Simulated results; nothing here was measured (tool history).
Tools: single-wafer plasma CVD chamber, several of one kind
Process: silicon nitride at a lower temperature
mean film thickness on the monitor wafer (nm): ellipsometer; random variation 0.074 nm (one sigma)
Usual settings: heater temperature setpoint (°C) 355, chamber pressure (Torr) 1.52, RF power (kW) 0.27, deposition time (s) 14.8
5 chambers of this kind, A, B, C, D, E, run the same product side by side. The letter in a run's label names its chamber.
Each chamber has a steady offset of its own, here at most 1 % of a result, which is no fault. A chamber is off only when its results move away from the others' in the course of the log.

run,hour,heater temperature setpoint (°C),chamber pressure (Torr),RF power (kW),deposition time (s),"read-back reference wafer on the same gauge, thickness_nm",mean film thickness on the monitor wafer (nm)
1E,14,355,1.52,0.27,14.8,14.191,15.843
2B,24.4,355,1.52,0.27,14.8,14.196,15.843
3D,32.6,355,1.52,0.27,14.8,14.195,15.9
# hour 34.4: chamber E: capacitance manometer re-zeroed and calibrated
4A,44.6,355,1.52,0.27,14.8,14.199,16.133
5C,57.3,355,1.52,0.27,14.8,14.212,16.038
6C,67.2,355,1.52,0.27,14.8,14.214,15.977
7E,77.4,355,1.52,0.27,14.8,14.195,15.927
8B,87.6,355,1.52,0.27,14.8,14.198,15.92
9A,99.1,355,1.52,0.27,14.8,14.195,15.996
10D,113,355,1.52,0.27,14.8,14.213,15.74
11B,121.3,355,1.52,0.27,14.8,14.197,15.938
12D,129.2,355,1.52,0.27,14.8,14.201,15.736
13E,137.1,355,1.52,0.27,14.8,14.202,15.855
14A,152.8,355,1.52,0.305,16.2,14.19,19.04
15C,162.8,355,1.52,0.305,16.2,14.207,19.057
16A,172,355,1.52,0.305,16.2,14.208,19.151
17D,181.9,355,1.52,0.305,16.2,14.185,18.785
18B,195.3,355,1.52,0.305,16.2,14.202,18.9
19E,209.2,355,1.26,0.245,14.8,14.204,13.959
# hour 211.6: chamber B: thermocouple changed; heater temperature recalibrated
20C,225,355,1.26,0.245,14.8,14.198,14.146
21C,233.8,355,1.26,0.245,14.8,14.202,14.219
22B,241.7,355,1.26,0.245,14.8,14.181,14.234
23E,249,355,1.26,0.245,14.8,14.206,14.023
24D,262.5,355,1.52,0.27,14.8,14.194,15.8
25A,272.3,355,1.52,0.27,14.8,14.218,15.596
# hour 273: chamber B: capacitance manometer re-zeroed and calibrated
26D,280.6,355,1.52,0.27,13,14.194,14.031
# hour 293.7: chamber B: RF generator calibrated
27B,294.6,355,1.52,0.27,13,14.206,13.93
# hour 302.2: chamber D: thermocouple changed; heater temperature recalibrated
28A,309.1,355,1.52,0.27,13,14.204,13.73
29E,323.1,355,1.52,0.27,13,14.187,13.87
30C,332.2,355,1.52,0.27,13,14.198,14.118
31C,347,355,1.52,0.27,14.8,14.193,16.063
32B,360.7,355,1.52,0.27,14.8,14.216,15.868
33E,374,355,1.52,0.27,14.8,14.19,15.984
34D,385,355,1.52,0.27,14.8,14.194,15.806
35A,392.2,355,1.52,0.27,14.8,14.203,15.214

All 5 chambers run these settings next. Forecast each chamber's results:
36A,403.8,355,1.52,0.27,14.8,,?
36B,403.8,355,1.52,0.27,14.8,,?
36C,403.8,355,1.52,0.27,14.8,,?
36D,403.8,355,1.52,0.27,14.8,,?
36E,403.8,355,1.52,0.27,14.8,,?

run,mean film thickness on the monitor wafer (nm)
36A,15.471
36B,15.805
36C,16.092
36D,15.876
36E,15.848

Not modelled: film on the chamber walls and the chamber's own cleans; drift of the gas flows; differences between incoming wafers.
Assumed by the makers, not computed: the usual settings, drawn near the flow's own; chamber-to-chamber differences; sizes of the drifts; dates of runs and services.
